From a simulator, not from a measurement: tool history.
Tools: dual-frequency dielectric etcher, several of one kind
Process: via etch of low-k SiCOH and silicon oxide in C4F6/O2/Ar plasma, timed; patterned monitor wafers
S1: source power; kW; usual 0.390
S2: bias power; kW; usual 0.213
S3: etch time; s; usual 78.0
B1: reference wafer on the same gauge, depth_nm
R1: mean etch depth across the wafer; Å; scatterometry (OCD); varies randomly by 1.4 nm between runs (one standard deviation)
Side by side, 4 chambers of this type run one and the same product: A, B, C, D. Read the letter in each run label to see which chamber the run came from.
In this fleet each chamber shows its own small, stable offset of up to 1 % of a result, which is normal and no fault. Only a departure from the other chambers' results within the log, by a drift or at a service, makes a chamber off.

{"run": "1D", "hour": 5.8, "S1": 0.39, "S2": 0.213, "S3": 78.0, "B1": 220.2, "R1": 2280.6}
{"run": "2C", "hour": 15.6, "S1": 0.39, "S2": 0.213, "S3": 78.0, "B1": 220.13, "R1": 2294.7}
{"run": "3A", "hour": 23.2, "S1": 0.39, "S2": 0.213, "S3": 78.0, "B1": 219.81, "R1": 2271.0}
{"run": "4B", "hour": 29.1, "S1": 0.39, "S2": 0.213, "S3": 78.0, "B1": 220.1, "R1": 2308.6}
{"run": "5D", "hour": 34.8, "S1": 0.39, "S2": 0.213, "S3": 78.0, "B1": 219.81, "R1": 2277.9}
{"run": "6A", "hour": 41.2, "S1": 0.39, "S2": 0.213, "S3": 78.0, "B1": 220.02, "R1": 2305.2}
{"run": "7B", "hour": 49.7, "S1": 0.43, "S2": 0.213, "S3": 91.5, "B1": 219.7, "R1": 2824.7}
{"run": "8C", "hour": 58.4, "S1": 0.43, "S2": 0.213, "S3": 91.5, "B1": 219.99, "R1": 2799.7}
{"run": "9A", "hour": 62.8, "S1": 0.43, "S2": 0.213, "S3": 91.5, "B1": 219.79, "R1": 2776.6}
{"run": "10C", "hour": 71.5, "S1": 0.43, "S2": 0.213, "S3": 91.5, "B1": 219.62, "R1": 2794.9}
{"hour": 74.3, "done": "chamber C: wet clean of the chamber"}
{"run": "11B", "hour": 76.9, "S1": 0.39, "S2": 0.165, "S3": 78.0, "B1": 219.88, "R1": 2109.5}
{"run": "12D", "hour": 84.0, "S1": 0.39, "S2": 0.165, "S3": 78.0, "B1": 219.91, "R1": 2073.8}
{"run": "13B", "hour": 93.9, "S1": 0.39, "S2": 0.165, "S3": 78.0, "B1": 220.15, "R1": 2151.3}
{"run": "14D", "hour": 102.7, "S1": 0.39, "S2": 0.165, "S3": 78.0, "B1": 220.02, "R1": 2100.7}
{"run": "15C", "hour": 107.4, "S1": 0.39, "S2": 0.195, "S3": 78.0, "B1": 220.22, "R1": 2234.0}
{"run": "16A", "hour": 114.7, "S1": 0.39, "S2": 0.195, "S3": 78.0, "B1": 219.6, "R1": 2233.1}
{"run": "17A", "hour": 121.3, "S1": 0.39, "S2": 0.195, "S3": 78.0, "B1": 219.73, "R1": 2216.6}
{"run": "18C", "hour": 125.8, "S1": 0.39, "S2": 0.195, "S3": 78.0, "B1": 220.07, "R1": 2224.6}
{"run": "19D", "hour": 133.0, "S1": 0.45, "S2": 0.213, "S3": 100.0, "B1": 219.86, "R1": 3075.8}
{"run": "20B", "hour": 137.3, "S1": 0.45, "S2": 0.213, "S3": 100.0, "B1": 219.78, "R1": 3132.4}
{"run": "21B", "hour": 145.1, "S1": 0.45, "S2": 0.213, "S3": 100.0, "B1": 220.01, "R1": 3114.9}
{"run": "22A", "hour": 154.8, "S1": 0.45, "S2": 0.213, "S3": 100.0, "B1": 219.96, "R1": 3096.4}
{"run": "23D", "hour": 164.6, "S1": 0.39, "S2": 0.213, "S3": 78.0, "B1": 219.66, "R1": 2269.9}
{"run": "24C", "hour": 172.2, "S1": 0.39, "S2": 0.213, "S3": 78.0, "B1": 219.67, "R1": 2325.7}
{"run": "25B", "hour": 179.4, "S1": 0.39, "S2": 0.213, "S3": 78.0, "B1": 219.92, "R1": 2292.0}
{"run": "26C", "hour": 186.6, "S1": 0.39, "S2": 0.213, "S3": 78.0, "B1": 219.76, "R1": 2271.5}
{"run": "27D", "hour": 193.2, "S1": 0.39, "S2": 0.213, "S3": 78.0, "B1": 220.03, "R1": 2274.7}
{"run": "28A", "hour": 198.1, "S1": 0.39, "S2": 0.213, "S3": 78.0, "B1": 219.82, "R1": 2281.9}
{"run": "29A", "hour": 203.9, "S1": 0.39, "S2": 0.213, "S3": 78.0, "B1": 220.2, "R1": 2284.4}
{"run": "30C", "hour": 209.5, "S1": 0.39, "S2": 0.213, "S3": 78.0, "B1": 220.09, "R1": 2295.6}
{"run": "31B", "hour": 215.3, "S1": 0.39, "S2": 0.213, "S3": 78.0, "B1": 220.21, "R1": 2320.4}
{"run": "32D", "hour": 222.4, "S1": 0.39, "S2": 0.213, "S3": 78.0, "B1": 220.38, "R1": 2295.2}
{"run": "33C", "hour": 228.2, "S1": 0.39, "S2": 0.213, "S3": 78.0, "B1": 219.77, "R1": 2294.8}
{"run": "34A", "hour": 234.7, "S1": 0.39, "S2": 0.213, "S3": 78.0, "B1": 219.96, "R1": 2284.1}

Read the log: is a single chamber off, either drifting away or since a service, is the gauge that measures every chamber drifting, or is nothing wrong beyond small per-chamber offsets? Name any odd chamber and what most likely caused it.

No chamber is off and the gauge is stable; the differences are just each chamber's small, constant offset.
